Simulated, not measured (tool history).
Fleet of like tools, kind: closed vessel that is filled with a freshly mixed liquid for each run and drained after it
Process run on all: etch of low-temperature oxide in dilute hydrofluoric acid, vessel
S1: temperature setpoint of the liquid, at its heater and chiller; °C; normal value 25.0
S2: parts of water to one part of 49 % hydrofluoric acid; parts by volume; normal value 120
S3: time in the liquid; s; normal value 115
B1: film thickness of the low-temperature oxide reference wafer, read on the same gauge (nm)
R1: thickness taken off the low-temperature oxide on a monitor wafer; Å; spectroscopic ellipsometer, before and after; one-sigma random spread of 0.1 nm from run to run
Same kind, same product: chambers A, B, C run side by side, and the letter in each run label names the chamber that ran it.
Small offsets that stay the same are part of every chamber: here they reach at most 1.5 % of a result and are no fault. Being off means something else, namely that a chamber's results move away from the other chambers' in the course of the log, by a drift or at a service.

{"hour": 8.9, "done": "chamber A: thermometer replaced"}
{"run": "1B", "hour": 9.7, "S1": 25.0, "S2": 120, "S3": 115, "B1": 50.039, "R1": 184.91}
{"run": "2A", "hour": 16.1, "S1": 25.0, "S2": 120, "S3": 115, "B1": 50.005, "R1": 184.43}
{"run": "3C", "hour": 27.0, "S1": 25.0, "S2": 120, "S3": 115, "B1": 50.02, "R1": 185.87}
{"run": "4C", "hour": 37.7, "S1": 25.0, "S2": 120, "S3": 115, "B1": 50.004, "R1": 182.85}
{"run": "5A", "hour": 43.9, "S1": 21.5, "S2": 75, "S3": 115, "B1": 50.01, "R1": 273.15}
{"run": "6B", "hour": 50.6, "S1": 21.5, "S2": 75, "S3": 115, "B1": 50.012, "R1": 274.15}
{"run": "7B", "hour": 60.7, "S1": 21.5, "S2": 75, "S3": 115, "B1": 49.991, "R1": 269.69}
{"run": "8A", "hour": 69.6, "S1": 25.0, "S2": 120, "S3": 115, "B1": 50.003, "R1": 187.85}
{"run": "9C", "hour": 80.4, "S1": 25.0, "S2": 145, "S3": 165, "B1": 49.976, "R1": 211.68}
{"run": "10C", "hour": 86.2, "S1": 25.0, "S2": 145, "S3": 165, "B1": 50.0, "R1": 211.55}
{"run": "11A", "hour": 92.9, "S1": 25.0, "S2": 145, "S3": 165, "B1": 50.006, "R1": 214.92}
{"run": "12B", "hour": 100.4, "S1": 25.0, "S2": 120, "S3": 115, "B1": 49.987, "R1": 182.36}
{"run": "13B", "hour": 112.0, "S1": 25.0, "S2": 120, "S3": 115, "B1": 50.008, "R1": 183.17}
{"run": "14C", "hour": 122.7, "S1": 25.0, "S2": 120, "S3": 115, "B1": 50.012, "R1": 183.22}
{"run": "15A", "hour": 135.1, "S1": 25.0, "S2": 120, "S3": 70, "B1": 50.035, "R1": 113.32}
{"run": "16A", "hour": 141.9, "S1": 25.0, "S2": 120, "S3": 70, "B1": 49.996, "R1": 113.64}
{"run": "17C", "hour": 147.8, "S1": 25.0, "S2": 120, "S3": 70, "B1": 50.016, "R1": 111.85}
{"run": "18B", "hour": 157.0, "S1": 25.0, "S2": 120, "S3": 115, "B1": 49.988, "R1": 185.76}
{"run": "19C", "hour": 165.9, "S1": 25.0, "S2": 120, "S3": 115, "B1": 49.996, "R1": 185.38}
{"run": "20A", "hour": 178.1, "S1": 25.0, "S2": 120, "S3": 115, "B1": 50.025, "R1": 188.27}
{"run": "21B", "hour": 185.2, "S1": 25.0, "S2": 120, "S3": 115, "B1": 50.011, "R1": 185.37}
{"run": "22A", "hour": 192.9, "S1": 25.0, "S2": 120, "S3": 115, "B1": 50.011, "R1": 185.52}
{"run": "23C", "hour": 204.0, "S1": 25.0, "S2": 120, "S3": 115, "B1": 50.002, "R1": 184.99}
{"run": "24B", "hour": 214.0, "S1": 25.0, "S2": 120, "S3": 115, "B1": 50.015, "R1": 184.66}
{"run": "25B", "hour": 225.5, "S1": 25.0, "S2": 120, "S3": 115, "B1": 49.989, "R1": 186.21}
{"run": "26A", "hour": 233.0, "S1": 25.0, "S2": 170, "S3": 115, "B1": 49.995, "R1": 122.75}
{"run": "27C", "hour": 241.3, "S1": 25.0, "S2": 170, "S3": 115, "B1": 49.989, "R1": 122.87}
{"run": "28B", "hour": 253.6, "S1": 25.0, "S2": 170, "S3": 115, "B1": 49.998, "R1": 123.14}
{"run": "29A", "hour": 263.0, "S1": 25.0, "S2": 120, "S3": 115, "B1": 49.995, "R1": 184.99}
{"hour": 272.2, "done": "chamber B: thermometer replaced"}
{"run": "30C", "hour": 274.0, "S1": 25.0, "S2": 120, "S3": 115, "B1": 50.006, "R1": 183.38}
{"run": "31C", "hour": 282.4, "S1": 25.0, "S2": 120, "S3": 115, "B1": 50.021, "R1": 183.68}
{"run": "32B", "hour": 291.5, "S1": 25.0, "S2": 120, "S3": 115, "B1": 49.994, "R1": 186.29}
{"run": "33A", "hour": 301.8, "S1": 25.0, "S2": 120, "S3": 115, "B1": 49.992, "R1": 185.33}
{"run": "34B", "hour": 311.6, "S1": 25.0, "S2": 120, "S3": 115, "B1": 49.957, "R1": 184.97}
{"run": "35A", "hour": 322.0, "S1": 25.0, "S2": 120, "S3": 115, "B1": 50.003, "R1": 185.45}
{"run": "36C", "hour": 332.6, "S1": 25.0, "S2": 120, "S3": 115, "B1": 50.007, "R1": 183.5}
{"run": "37C", "hour": 339.5, "S1": 25.0, "S2": 120, "S3": 115, "B1": 49.985, "R1": 183.56}

Each of the 3 chambers runs these same settings next. Fill in every chamber's results:
{"run": "38A", "hour": 348.4, "S1": 25.0, "S2": 120, "S3": 115, "R1": "?"}
{"run": "38B", "hour": 348.4, "S1": 25.0, "S2": 120, "S3": 115, "R1": "?"}
{"run": "38C", "hour": 348.4, "S1": 25.0, "S2": 120, "S3": 115, "R1": "?"}

run=38A R1=187.27
run=38B R1=185.10
run=38C R1=183.62
